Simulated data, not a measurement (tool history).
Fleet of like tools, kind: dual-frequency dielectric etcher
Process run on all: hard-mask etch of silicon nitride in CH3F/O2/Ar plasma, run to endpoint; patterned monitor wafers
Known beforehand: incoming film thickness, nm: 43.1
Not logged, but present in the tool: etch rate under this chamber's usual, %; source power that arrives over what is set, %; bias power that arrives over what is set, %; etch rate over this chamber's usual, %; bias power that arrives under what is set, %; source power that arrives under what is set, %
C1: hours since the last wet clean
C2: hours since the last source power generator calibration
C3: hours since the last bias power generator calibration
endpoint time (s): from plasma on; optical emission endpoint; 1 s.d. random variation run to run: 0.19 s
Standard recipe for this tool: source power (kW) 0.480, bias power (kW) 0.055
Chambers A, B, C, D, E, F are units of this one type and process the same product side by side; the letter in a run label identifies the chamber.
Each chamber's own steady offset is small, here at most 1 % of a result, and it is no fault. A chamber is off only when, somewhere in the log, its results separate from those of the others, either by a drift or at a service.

{"day": 0.183, "done": "chamber A: wet clean of the chamber"}
{"run": "1E", "day": 0.183, "source power (kW)": 0.48, "bias power (kW)": 0.055, "C1": 141.6, "C2": 1168.6, "C3": 2523.2, "endpoint time (s)": 63.632}
{"run": "2C", "day": 0.321, "source power (kW)": 0.48, "bias power (kW)": 0.055, "C1": 401.3, "C2": 507.8, "C3": 1045.8, "endpoint time (s)": 63.628}
{"run": "3F", "day": 0.496, "source power (kW)": 0.48, "bias power (kW)": 0.055, "C1": 510.5, "C2": 2092.0, "C3": 279.6, "endpoint time (s)": 63.817}
{"run": "4D", "day": 0.662, "source power (kW)": 0.48, "bias power (kW)": 0.055, "C1": 71.8, "C2": 3153.6, "C3": 2696.5, "endpoint time (s)": 63.135}
{"run": "5A", "day": 0.842, "source power (kW)": 0.48, "bias power (kW)": 0.055, "C1": 15.8, "C2": 943.4, "C3": 1551.9, "endpoint time (s)": 63.236}
{"run": "6B", "day": 0.988, "source power (kW)": 0.48, "bias power (kW)": 0.055, "C1": 271.5, "C2": 1747.3, "C3": 1505.2, "endpoint time (s)": 63.641}
{"run": "7A", "day": 1.175, "source power (kW)": 0.38, "bias power (kW)": 0.062, "C1": 23.8, "C2": 951.4, "C3": 1559.9, "endpoint time (s)": 66.794}
{"run": "8D", "day": 1.296, "source power (kW)": 0.38, "bias power (kW)": 0.062, "C1": 87.0, "C2": 3168.8, "C3": 2711.7, "endpoint time (s)": 66.793}
{"run": "9B", "day": 1.462, "source power (kW)": 0.38, "bias power (kW)": 0.062, "C1": 282.9, "C2": 1758.7, "C3": 1516.6, "endpoint time (s)": 66.435}
{"run": "10C", "day": 1.567, "source power (kW)": 0.38, "bias power (kW)": 0.062, "C1": 431.2, "C2": 537.7, "C3": 1075.7, "endpoint time (s)": 66.798}
{"run": "11E", "day": 1.75, "source power (kW)": 0.38, "bias power (kW)": 0.062, "C1": 179.2, "C2": 1206.2, "C3": 2560.8, "endpoint time (s)": 67.048}
{"run": "12F", "day": 1.908, "source power (kW)": 0.38, "bias power (kW)": 0.062, "C1": 544.4, "C2": 2125.9, "C3": 313.5, "endpoint time (s)": 67.267}
{"run": "13D", "day": 2.012, "source power (kW)": 0.58, "bias power (kW)": 0.055, "C1": 104.2, "C2": 3186.0, "C3": 2728.9, "endpoint time (s)": 59.149}
{"run": "14B", "day": 2.217, "source power (kW)": 0.58, "bias power (kW)": 0.055, "C1": 301.0, "C2": 1776.8, "C3": 1534.7, "endpoint time (s)": 59.06}
{"run": "15E", "day": 2.354, "source power (kW)": 0.58, "bias power (kW)": 0.055, "C1": 193.7, "C2": 1220.7, "C3": 2575.3, "endpoint time (s)": 58.92}
{"run": "16A", "day": 2.479, "source power (kW)": 0.58, "bias power (kW)": 0.055, "C1": 55.1, "C2": 982.7, "C3": 1591.2, "endpoint time (s)": 59.051}
{"day": 2.571, "done": "chamber D: source power generator calibrated"}
{"run": "17C", "day": 2.671, "source power (kW)": 0.58, "bias power (kW)": 0.055, "C1": 457.7, "C2": 564.2, "C3": 1102.2, "endpoint time (s)": 58.935}
{"run": "18F", "day": 2.858, "source power (kW)": 0.58, "bias power (kW)": 0.055, "C1": 567.2, "C2": 2148.7, "C3": 336.3, "endpoint time (s)": 59.168}
{"run": "19E", "day": 2.988, "source power (kW)": 0.48, "bias power (kW)": 0.055, "C1": 208.9, "C2": 1235.9, "C3": 2590.5, "endpoint time (s)": 63.835}
{"run": "20D", "day": 3.175, "source power (kW)": 0.48, "bias power (kW)": 0.055, "C1": 132.1, "C2": 14.6, "C3": 2756.8, "endpoint time (s)": 63.301}
{"run": "21F", "day": 3.267, "source power (kW)": 0.48, "bias power (kW)": 0.055, "C1": 577.0, "C2": 2158.5, "C3": 346.1, "endpoint time (s)": 63.882}
{"run": "22B", "day": 3.446, "source power (kW)": 0.48, "bias power (kW)": 0.055, "C1": 330.5, "C2": 1806.3, "C3": 1564.2, "endpoint time (s)": 63.542}
{"run": "23C", "day": 3.6, "source power (kW)": 0.48, "bias power (kW)": 0.055, "C1": 480.0, "C2": 586.5, "C3": 1124.5, "endpoint time (s)": 63.07}
{"run": "24A", "day": 3.75, "source power (kW)": 0.48, "bias power (kW)": 0.055, "C1": 85.6, "C2": 1013.2, "C3": 1621.7, "endpoint time (s)": 63.088}
{"run": "25A", "day": 3.854, "source power (kW)": 0.48, "bias power (kW)": 0.055, "C1": 88.1, "C2": 1015.7, "C3": 1624.2, "endpoint time (s)": 63.372}
{"run": "26E", "day": 4.046, "source power (kW)": 0.48, "bias power (kW)": 0.055, "C1": 234.3, "C2": 1261.3, "C3": 2615.9, "endpoint time (s)": 63.499}
{"run": "27F", "day": 4.179, "source power (kW)": 0.48, "bias power (kW)": 0.055, "C1": 598.9, "C2": 2180.4, "C3": 368.0, "endpoint time (s)": 64.048}
{"day": 4.267, "done": "chamber C: wet clean of the chamber"}
{"run": "28B", "day": 4.362, "source power (kW)": 0.48, "bias power (kW)": 0.055, "C1": 352.5, "C2": 1828.3, "C3": 1586.2, "endpoint time (s)": 63.35}
{"run": "29D", "day": 4.562, "source power (kW)": 0.48, "bias power (kW)": 0.055, "C1": 165.4, "C2": 47.9, "C3": 2790.1, "endpoint time (s)": 63.285}
{"run": "30C", "day": 4.712, "source power (kW)": 0.48, "bias power (kW)": 0.055, "C1": 10.7, "C2": 613.2, "C3": 1151.2, "endpoint time (s)": 63.183}
{"run": "31A", "day": 4.833, "source power (kW)": 0.59, "bias power (kW)": 0.055, "C1": 111.6, "C2": 1039.2, "C3": 1647.7, "endpoint time (s)": 58.699}
{"run": "32D", "day": 5.004, "source power (kW)": 0.59, "bias power (kW)": 0.055, "C1": 176.0, "C2": 58.5, "C3": 2800.7, "endpoint time (s)": 58.625}
{"run": "33B", "day": 5.158, "source power (kW)": 0.59, "bias power (kW)": 0.055, "C1": 371.6, "C2": 1847.4, "C3": 1605.3, "endpoint time (s)": 58.556}
{"run": "34C", "day": 5.283, "source power (kW)": 0.59, "bias power (kW)": 0.055, "C1": 24.4, "C2": 626.9, "C3": 1164.9, "endpoint time (s)": 58.677}
{"run": "35F", "day": 5.462, "source power (kW)": 0.59, "bias power (kW)": 0.055, "C1": 629.7, "C2": 2211.2, "C3": 398.8, "endpoint time (s)": 59.051}
{"run": "36E", "day": 5.633, "source power (kW)": 0.59, "bias power (kW)": 0.055, "C1": 272.4, "C2": 1299.4, "C3": 2654.0, "endpoint time (s)": 58.307}
{"run": "37B", "day": 5.783, "source power (kW)": 0.48, "bias power (kW)": 0.067, "C1": 386.6, "C2": 1862.4, "C3": 1620.3, "endpoint time (s)": 59.245}
{"run": "38F", "day": 5.908, "source power (kW)": 0.48, "bias power (kW)": 0.067, "C1": 640.4, "C2": 2221.9, "C3": 409.5, "endpoint time (s)": 59.817}
{"run": "39C", "day": 6.108, "source power (kW)": 0.48, "bias power (kW)": 0.067, "C1": 44.2, "C2": 646.7, "C3": 1184.7, "endpoint time (s)": 59.242}
{"run": "40D", "day": 6.217, "source power (kW)": 0.48, "bias power (kW)": 0.067, "C1": 205.1, "C2": 87.6, "C3": 2829.8, "endpoint time (s)": 59.497}
{"run": "41A", "day": 6.412, "source power (kW)": 0.48, "bias power (kW)": 0.067, "C1": 149.5, "C2": 1077.1, "C3": 1685.6, "endpoint time (s)": 59.543}
{"run": "42E", "day": 6.604, "source power (kW)": 0.48, "bias power (kW)": 0.067, "C1": 295.7, "C2": 1322.7, "C3": 2677.3, "endpoint time (s)": 59.781}
{"run": "43B", "day": 6.771, "source power (kW)": 0.48, "bias power (kW)": 0.06, "C1": 410.3, "C2": 1886.1, "C3": 1644.0, "endpoint time (s)": 61.917}

What goes on in this fleet: one chamber off, a drifting gauge, or nothing beyond the chambers' own small offsets? Name the chamber and the cause, if any.

Nothing is wrong: each chamber keeps only its own small, steady offset and the gauge holds still.
